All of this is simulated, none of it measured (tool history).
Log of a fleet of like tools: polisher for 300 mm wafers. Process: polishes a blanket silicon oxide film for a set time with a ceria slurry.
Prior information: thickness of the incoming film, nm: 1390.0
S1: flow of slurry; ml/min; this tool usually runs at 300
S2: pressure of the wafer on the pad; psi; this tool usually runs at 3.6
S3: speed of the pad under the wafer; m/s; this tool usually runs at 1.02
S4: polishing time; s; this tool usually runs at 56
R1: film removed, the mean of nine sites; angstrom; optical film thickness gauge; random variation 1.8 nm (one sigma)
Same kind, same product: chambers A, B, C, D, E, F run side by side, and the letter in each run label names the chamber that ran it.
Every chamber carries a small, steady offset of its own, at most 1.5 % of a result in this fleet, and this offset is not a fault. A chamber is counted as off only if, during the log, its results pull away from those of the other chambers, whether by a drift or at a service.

run 1F hour=9.9 | S1=300 S2=3.6 S3=1.02 S4=56 | R1=2360.1
-- hour=10.3 chamber D: worn pad replaced by a new one
-- hour=17.7 chamber A: head pressure recalibrated
run 2D hour=22.2 | S1=300 S2=3.6 S3=1.02 S4=56 | R1=2370
-- hour=28.6 chamber F: slurry nozzle cleaned
run 3A hour=32.9 | S1=300 S2=3.6 S3=1.02 S4=56 | R1=2351.9
-- hour=38.6 chamber B: worn pad replaced by a new one
run 4C hour=39.5 | S1=300 S2=3.6 S3=1.02 S4=56 | R1=2373.3
-- hour=44.3 chamber D: slurry nozzle cleaned
run 5B hour=52.6 | S1=300 S2=3.6 S3=1.02 S4=56 | R1=2382.2
run 6E hour=61.6 | S1=300 S2=3.6 S3=1.02 S4=56 | R1=2376.1
-- hour=63.5 chamber A: worn pad replaced by a new one
run 7B hour=67.8 | S1=300 S2=3.6 S3=1.02 S4=56 | R1=2371.8
run 8F hour=74.5 | S1=300 S2=3.6 S3=1.02 S4=56 | R1=2381.3
-- hour=80.3 chamber C: worn pad replaced by a new one
run 9E hour=83.1 | S1=300 S2=3.6 S3=1.02 S4=56 | R1=2382.4
run 10C hour=97.2 | S1=300 S2=3.6 S3=1.02 S4=56 | R1=2363.4
run 11A hour=109.4 | S1=300 S2=3.6 S3=1.02 S4=56 | R1=2329.8
-- hour=114.4 chamber E: worn pad replaced by a new one
run 12D hour=115.7 | S1=260 S2=3.6 S3=1.02 S4=56 | R1=2371.1
run 13B hour=127.8 | S1=260 S2=3.6 S3=1.02 S4=56 | R1=2362.5
run 14A hour=139.5 | S1=260 S2=3.6 S3=1.02 S4=56 | R1=2299.3
-- hour=140.2 chamber D: worn pad replaced by a new one
-- hour=150.3 chamber A: worn pad replaced by a new one
run 15E hour=153 | S1=260 S2=3.6 S3=1.02 S4=56 | R1=2356.8
-- hour=153.3 chamber C: head pressure recalibrated
-- hour=153.5 chamber B: worn pad replaced by a new one
run 16C hour=163.7 | S1=260 S2=3.6 S3=1.02 S4=56 | R1=2336.8
run 17F hour=172.7 | S1=260 S2=3.6 S3=1.02 S4=56 | R1=2335.9
run 18D hour=185.2 | S1=300 S2=3.6 S3=1.02 S4=56 | R1=2388.3
run 19E hour=193.1 | S1=300 S2=3.6 S3=1.02 S4=56 | R1=2384.1
run 20D hour=201.2 | S1=300 S2=3.6 S3=1.02 S4=56 | R1=2377.2
-- hour=203.3 chamber C: worn pad replaced by a new one
run 21C hour=210.5 | S1=300 S2=3.6 S3=1.02 S4=56 | R1=2362.2
run 22F hour=218.7 | S1=300 S2=3.6 S3=1.02 S4=56 | R1=2309.1
run 23A hour=226.8 | S1=300 S2=3.6 S3=1.02 S4=56 | R1=2317.2
-- hour=234.9 chamber A: worn pad replaced by a new one
run 24B hour=235.5 | S1=300 S2=3.6 S3=1.02 S4=56 | R1=2355.3
run 25B hour=245.2 | S1=300 S2=3.6 S3=1.02 S4=56 | R1=2369.4
-- hour=251.8 chamber B: worn pad replaced by a new one
run 26D hour=254.4 | S1=300 S2=3.6 S3=1.02 S4=56 | R1=2394.4
-- hour=260.4 chamber E: worn pad replaced by a new one
run 27A hour=261.3 | S1=300 S2=2.8 S3=1.02 S4=72 | R1=2348.8
run 28F hour=274.3 | S1=300 S2=2.8 S3=1.02 S4=72 | R1=2282.3
-- hour=276.6 chamber D: worn pad replaced by a new one
run 29C hour=286.4 | S1=300 S2=2.8 S3=1.02 S4=72 | R1=2401.8
run 30E hour=295 | S1=300 S2=2.8 S3=1.02 S4=72 | R1=2392.3
-- hour=300.4 chamber C: worn pad replaced by a new one
run 31F hour=304.2 | S1=300 S2=2.8 S3=1.02 S4=72 | R1=2252.7
run 32E hour=311.1 | S1=300 S2=2.8 S3=1.02 S4=72 | R1=2414
run 33C hour=324 | S1=300 S2=3.6 S3=1.02 S4=56 | R1=2358.7
-- hour=326.3 chamber A: worn pad replaced by a new one
-- hour=329.2 chamber B: head pressure recalibrated
run 34A hour=333.3 | S1=300 S2=3.6 S3=1.02 S4=63 | R1=2618.1
run 35D hour=342.3 | S1=300 S2=3.6 S3=1.02 S4=63 | R1=2668.8
run 36B hour=349 | S1=300 S2=3.6 S3=1.02 S4=63 | R1=2665.6
run 37B hour=358 | S1=300 S2=3.6 S3=1.02 S4=63 | R1=2645.1
run 38D hour=369.6 | S1=300 S2=3.6 S3=1.02 S4=63 | R1=2651.7
run 39F hour=380.6 | S1=300 S2=3.6 S3=1.02 S4=63 | R1=2489.5
run 40C hour=391.3 | S1=395 S2=4.2 S3=1.02 S4=56 | R1=2777.6
run 41E hour=402.8 | S1=395 S2=4.2 S3=1.02 S4=56 | R1=2845.8

Next, all 6 chambers run the settings below, one line each with question marks for the results. What does each chamber give?
run 42A hour=412.9 | S1=300 S2=3.6 S3=1.02 S4=56 | R1=?
run 42B hour=412.9 | S1=300 S2=3.6 S3=1.02 S4=56 | R1=?
run 42C hour=412.9 | S1=300 S2=3.6 S3=1.02 S4=56 | R1=?
run 42D hour=412.9 | S1=300 S2=3.6 S3=1.02 S4=56 | R1=?
run 42E hour=412.9 | S1=300 S2=3.6 S3=1.02 S4=56 | R1=?
run 42F hour=412.9 | S1=300 S2=3.6 S3=1.02 S4=56 | R1=?

run=42A R1=2341.1
run=42B R1=2365.9
run=42C R1=2355.8
run=42D R1=2402.6
run=42E R1=2391.4
run=42F R1=2136
